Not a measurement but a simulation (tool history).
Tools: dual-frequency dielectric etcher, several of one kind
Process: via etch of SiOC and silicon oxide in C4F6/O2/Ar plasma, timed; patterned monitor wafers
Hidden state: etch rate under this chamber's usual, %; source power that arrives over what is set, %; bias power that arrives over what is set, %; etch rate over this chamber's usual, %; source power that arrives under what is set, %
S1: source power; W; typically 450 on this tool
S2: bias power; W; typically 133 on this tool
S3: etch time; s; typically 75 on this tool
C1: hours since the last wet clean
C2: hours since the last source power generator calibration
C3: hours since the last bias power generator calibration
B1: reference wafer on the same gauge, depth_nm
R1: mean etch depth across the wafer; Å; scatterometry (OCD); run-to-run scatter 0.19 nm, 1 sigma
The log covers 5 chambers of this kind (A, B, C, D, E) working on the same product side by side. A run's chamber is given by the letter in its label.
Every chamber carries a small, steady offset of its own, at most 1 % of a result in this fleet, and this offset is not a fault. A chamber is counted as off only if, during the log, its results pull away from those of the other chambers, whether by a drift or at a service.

run	hour	S1	S2	S3	C1	C2	C3	B1	R1
1A	5.6	450	133	75	230	1714.8	1384	75.457	799.05
2C	11.5	450	133	75	397.9	1843.7	876.5	75.409	798.45
3B	17	450	133	75	455.2	817.8	306.4	75.387	805.82
4E	22.5	450	133	75	336.9	1958.4	1562.7	75.408	801.9
5D	28.6	450	133	75	279.6	500.4	3086.6	75.423	807.3
6D	33.6	450	133	75	284.6	505.4	3091.6	75.375	807.94
7E	38.9	450	133	75	353.3	1974.8	1579.1	75.38	800.76
8A	42.8	450	133	75	267.2	1752	1421.2	75.433	800.76
9B	47.6	450	133	75	485.8	848.4	337	75.449	806.8
10C	51.1	450	133	75	437.5	1883.3	916.1	75.365	800.02
11B	56.6	450	133	64.5	494.8	857.4	346	75.389	694.54
12D	61.6	450	133	64.5	312.6	533.4	3119.6	75.397	698.39
13A	67.2	450	133	64.5	291.6	1776.4	1445.6	75.391	689.29
14C	72.5	450	133	64.5	458.9	1904.7	937.5	75.412	684.96
15E	77.4	450	133	64.5	391.8	2013.3	1617.6	75.423	689.76
16D	81.8	450	133	75	332.8	553.6	3139.8	75.351	809.95
17B	87.9	450	133	75	526.1	888.7	377.3	75.422	809.76
18A	94	450	133	75	318.4	1803.2	1472.4	75.407	801.23
19E	99.4	450	133	75	413.8	2035.3	1639.6	75.37	801.3
20C	105.7	450	133	75	492.1	1937.9	970.7	75.41	798.99
21C	110.8	450	133	75	497.2	1943	975.8	75.418	802.3
22E	117.2	450	133	75	431.6	2053.1	1657.4	75.378	801.01
# hour 119.5: chamber E: wet clean of the chamber
23B	120.2	450	133	75	558.4	921	409.6	75.414	805.91
24D	123.7	450	133	75	374.7	595.5	3181.7	75.431	813.85
25A	126.8	450	133	75	351.2	1836	1505.2	75.409	801.59
26A	133.2	450	133	75	357.6	1842.4	1511.6	75.408	798.96
27C	137.9	450	133	75	524.3	1970.1	1002.9	75.385	795.87
28E	142.5	450	133	75	23	2078.4	1682.7	75.362	782.39
29B	146	450	133	75	584.2	946.8	435.4	75.441	807.06
30D	150.4	450	133	75	401.4	622.2	3208.4	75.432	811.17
31D	156.2	450	133	75	407.2	628	3214.2	75.42	808.25
32C	159.9	450	133	75	546.3	1992.1	1024.9	75.451	799.79
33A	165	450	133	75	389.4	1874.2	1543.4	75.413	800.62
34E	171.1	450	133	75	51.6	2107	1711.3	75.383	780.34
35B	176.3	450	133	75	614.5	977.1	465.7	75.379	805
36B	183	450	133	75	621.2	983.8	472.4	75.425	807.52
37C	188.1	450	133	75	574.5	2020.3	1053.1	75.385	797.5
38E	194.6	450	133	75	75.1	2130.5	1734.8	75.396	781.09
39A	199.5	450	133	57	423.9	1908.7	1577.9	75.375	605.96

Each of the 5 chambers runs these same settings next. Fill in every chamber's results:
40A	204.3	450	133	75					?
40B	204.3	450	133	75					?
40C	204.3	450	133	75					?
40D	204.3	450	133	75					?
40E	204.3	450	133	75					?

run	R1
40A	801.1
40B	808.16
40C	799.98
40D	810.84
40E	783.48
